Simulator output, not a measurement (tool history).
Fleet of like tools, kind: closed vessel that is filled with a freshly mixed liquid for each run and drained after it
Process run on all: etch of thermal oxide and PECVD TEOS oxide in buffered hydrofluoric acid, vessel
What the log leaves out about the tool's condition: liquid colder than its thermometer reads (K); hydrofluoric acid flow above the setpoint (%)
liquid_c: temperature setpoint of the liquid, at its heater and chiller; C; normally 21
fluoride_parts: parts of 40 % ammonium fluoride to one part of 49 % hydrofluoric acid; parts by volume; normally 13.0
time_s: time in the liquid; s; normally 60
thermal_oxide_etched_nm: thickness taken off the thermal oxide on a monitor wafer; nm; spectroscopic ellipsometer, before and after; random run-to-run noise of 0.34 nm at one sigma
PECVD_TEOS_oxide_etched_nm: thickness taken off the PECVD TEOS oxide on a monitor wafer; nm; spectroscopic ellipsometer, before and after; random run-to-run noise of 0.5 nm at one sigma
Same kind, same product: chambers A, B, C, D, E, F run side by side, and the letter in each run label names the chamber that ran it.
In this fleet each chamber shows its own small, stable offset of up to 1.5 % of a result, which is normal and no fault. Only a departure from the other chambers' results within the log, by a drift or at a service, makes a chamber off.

run,day,liquid_c,fluoride_parts,time_s,hours since the thermometer was replaced,hours since the hydrofluoric acid flow meter was replaced,"read-back film thickness of the thermal oxide reference wafer, read on the same gauge (nm)","read-back film thickness of the PECVD TEOS oxide reference wafer, read on the same gauge (nm)",thermal_oxide_etched_nm,PECVD_TEOS_oxide_etched_nm
1A,0.379,21,13.0,60,641.3,466.8,49.980,139.99,45.089,132.17
2F,0.717,21,13.0,60,131.0,194.5,49.956,140.01,45.221,131.64
3D,1.067,21,13.0,60,78.3,986.0,50.003,139.98,45.283,132.51
4B,1.533,21,13.0,60,319.6,538.2,49.986,140.02,44.944,131.52
5C,1.933,21,13.0,60,677.1,233.2,50.007,139.99,45.485,133.11
6E,2.383,21,13.0,60,728.2,208.2,49.985,140.00,45.460,132.77
7C,2.883,21,13.0,60,699.9,256.0,49.999,139.99,44.669,133.81
8B,3.246,21,13.0,60,360.7,579.3,50.005,140.03,45.172,131.12
9E,3.629,21,13.0,60,758.1,238.1,50.002,140.02,44.676,132.49
10F,4.017,21,13.0,60,210.2,273.7,50.013,139.99,45.681,132.84
11D,4.371,21,13.0,60,157.6,1065.3,49.989,139.98,45.235,132.15
12A,4.767,21,13.0,60,746.6,572.1,50.002,139.98,45.603,131.87
13C,5.029,21,13.0,60,751.4,307.5,50.021,140.00,44.867,134.01
14E,5.400,21,13.0,60,800.6,280.6,49.969,139.99,45.969,133.69
15F,5.825,21,13.0,60,253.6,317.1,49.974,139.97,45.208,132.27
16B,6.108,21,13.0,60,429.4,648.0,50.059,139.97,44.793,131.04
17A,6.575,21,13.0,60,790.0,615.5,49.964,139.99,44.820,131.49
18D,6.904,21,13.0,60,218.4,1126.1,49.983,139.96,45.091,132.75
19B,7.417,21,13.0,60,460.8,679.4,49.979,140.03,44.512,130.79
# day 7.604: chamber A: hydrofluoric acid flow meter replaced
20E,7.775,21,13.0,60,857.6,337.6,50.013,139.96,45.935,132.41
21A,8.042,21,13.0,60,825.2,10.5,50.070,139.97,45.164,131.44
22D,8.417,21,13.0,60,254.7,1162.4,50.010,139.98,45.114,132.23
# day 8.725: chamber E: thermometer replaced
23C,8.921,21,13.0,60,844.8,400.9,50.076,140.00,44.871,133.98
# day 8.983: chamber C: thermometer replaced
24F,9.254,19,13.0,70,335.9,399.4,50.036,139.98,47.386,138.15
# day 9.346: chamber C: hydrofluoric acid flow meter replaced
25B,9.738,19,13.0,70,516.5,735.1,50.009,140.01,46.882,136.93
26F,10.208,19,13.0,70,358.8,422.3,49.999,140.00,47.588,138.77
27A,10.500,19,13.0,70,884.2,69.5,49.993,140.01,47.209,136.84
28E,11.021,19,13.0,70,55.1,415.5,49.962,140.02,47.725,138.63
29C,11.346,19,13.0,70,56.7,48.1,50.037,140.02,46.948,139.55
30D,11.854,21,13.0,60,337.2,1244.9,49.947,139.98,46.072,131.48
31B,12.171,21,13.0,60,574.9,793.5,50.009,140.02,45.060,132.02
32C,12.538,21,13.0,60,85.3,76.7,49.971,139.99,45.276,133.75
33A,13.025,21,10.5,50,944.8,130.1,49.969,139.99,46.093,133.73
34F,13.433,21,10.5,50,436.2,499.7,49.949,140.02,46.447,134.89
35D,13.883,21,10.5,50,385.9,1293.6,50.019,140.02,46.068,135.60
36E,14.292,21,10.5,50,133.6,494.0,50.047,139.97,47.257,136.32
37E,14.600,21,10.5,50,141.0,501.4,50.013,139.99,46.738,136.74
38D,14.908,21,10.5,50,410.5,1318.2,49.967,140.01,46.790,135.62

For the next run the whole fleet of 6 chambers uses the same settings. Give each chamber's results:
39A,15.283,21,13.0,60,,,,,?,?
39B,15.283,21,13.0,60,,,,,?,?
39C,15.283,21,13.0,60,,,,,?,?
39D,15.283,21,13.0,60,,,,,?,?
39E,15.283,21,13.0,60,,,,,?,?
39F,15.283,21,13.0,60,,,,,?,?

run,thermal_oxide_etched_nm,PECVD_TEOS_oxide_etched_nm
39A,45.172,130.57
39B,44.882,131.00
39C,44.880,133.21
39D,44.887,131.61
39E,45.281,133.67
39F,46.254,133.32
